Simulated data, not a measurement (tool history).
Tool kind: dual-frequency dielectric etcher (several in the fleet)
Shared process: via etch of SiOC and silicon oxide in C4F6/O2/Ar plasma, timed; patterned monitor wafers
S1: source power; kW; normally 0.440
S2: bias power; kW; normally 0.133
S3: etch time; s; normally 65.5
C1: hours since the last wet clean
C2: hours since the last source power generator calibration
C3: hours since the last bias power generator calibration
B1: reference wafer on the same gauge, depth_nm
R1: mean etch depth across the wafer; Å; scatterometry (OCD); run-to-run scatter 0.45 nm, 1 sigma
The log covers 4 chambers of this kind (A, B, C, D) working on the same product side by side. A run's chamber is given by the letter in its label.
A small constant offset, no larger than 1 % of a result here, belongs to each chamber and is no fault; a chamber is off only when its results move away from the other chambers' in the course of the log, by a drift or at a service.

run   hour     S1     S2    S3     C1      C2      C3      B1      R1
 1A    5.0  0.440  0.133  65.5  226.7    52.0  1116.1  83.191  693.12
 2C   11.6  0.440  0.133  65.5  151.9  1103.0    17.1  83.038  701.07
 3B   16.3  0.440  0.133  65.5  123.1  2790.1  3112.5  83.317  700.37
 4D   24.3  0.440  0.133  65.5  112.5   117.3  1166.8  83.045  704.34
 5B   33.1  0.440  0.133  65.5  139.9  2806.9  3129.3  83.108  691.24
 6D   41.1  0.440  0.133  65.5  129.3   134.1  1183.6  83.144  706.83
 7A   48.7  0.440  0.133  65.5  270.4    95.7  1159.8  83.027  688.86
 8C   54.1  0.440  0.133  65.5  194.4  1145.5    59.6  83.061  701.56
 9A   61.5  0.440  0.133  65.5  283.2   108.5  1172.6  83.030  700.04
10B   67.3  0.440  0.133  73.5  174.1  2841.1  3163.5  83.109  788.06
11D   73.9  0.440  0.133  73.5  162.1   166.9  1216.4  82.967  791.87
12C   81.3  0.440  0.133  73.5  221.6  1172.7    86.8  83.106  793.92
13C   89.2  0.440  0.133  73.5  229.5  1180.6    94.7  82.918  790.79
14B   94.0  0.380  0.111  65.5  200.8  2867.8  3190.2  83.054  624.29
15D  101.1  0.380  0.111  65.5  189.3   194.1  1243.6  83.247  630.00
16A  105.7  0.380  0.111  65.5  327.4   152.7  1216.8  82.867  624.92
17C  110.0  0.380  0.111  65.5  250.3  1201.4   115.5  83.020  632.16
18D  113.9  0.440  0.107  79.0  202.1   206.9  1256.4  83.046  796.21
19A  120.2  0.440  0.107  79.0  341.9   167.2  1231.3  83.023  783.29
20B  126.5  0.440  0.107  79.0  233.3  2900.3  3222.7  82.928  790.14
21A  132.1  0.440  0.107  79.0  353.8   179.1  1243.2  83.037  791.00
22B  138.0  0.440  0.133  65.5  244.8  2911.8  3234.2  83.115  695.16
23C  142.4  0.440  0.154  65.5  282.7  1233.8   147.9  82.993  732.97
24D  151.0  0.440  0.154  65.5  239.2   244.0  1293.5  83.004  734.60
25D  159.0  0.440  0.154  65.5  247.2   252.0  1301.5  83.052  730.91
26B  163.4  0.440  0.154  65.5  270.2  2937.2  3259.6  83.069  726.84

Decide between three cases: one chamber stands off from its peers, the gauge reading all wafers drifts, or nothing is wrong past each chamber's small offset. Where a chamber is off, say which and what most likely put it there.

Beyond each chamber's small constant offset nothing stands out, and the gauge stays steady.
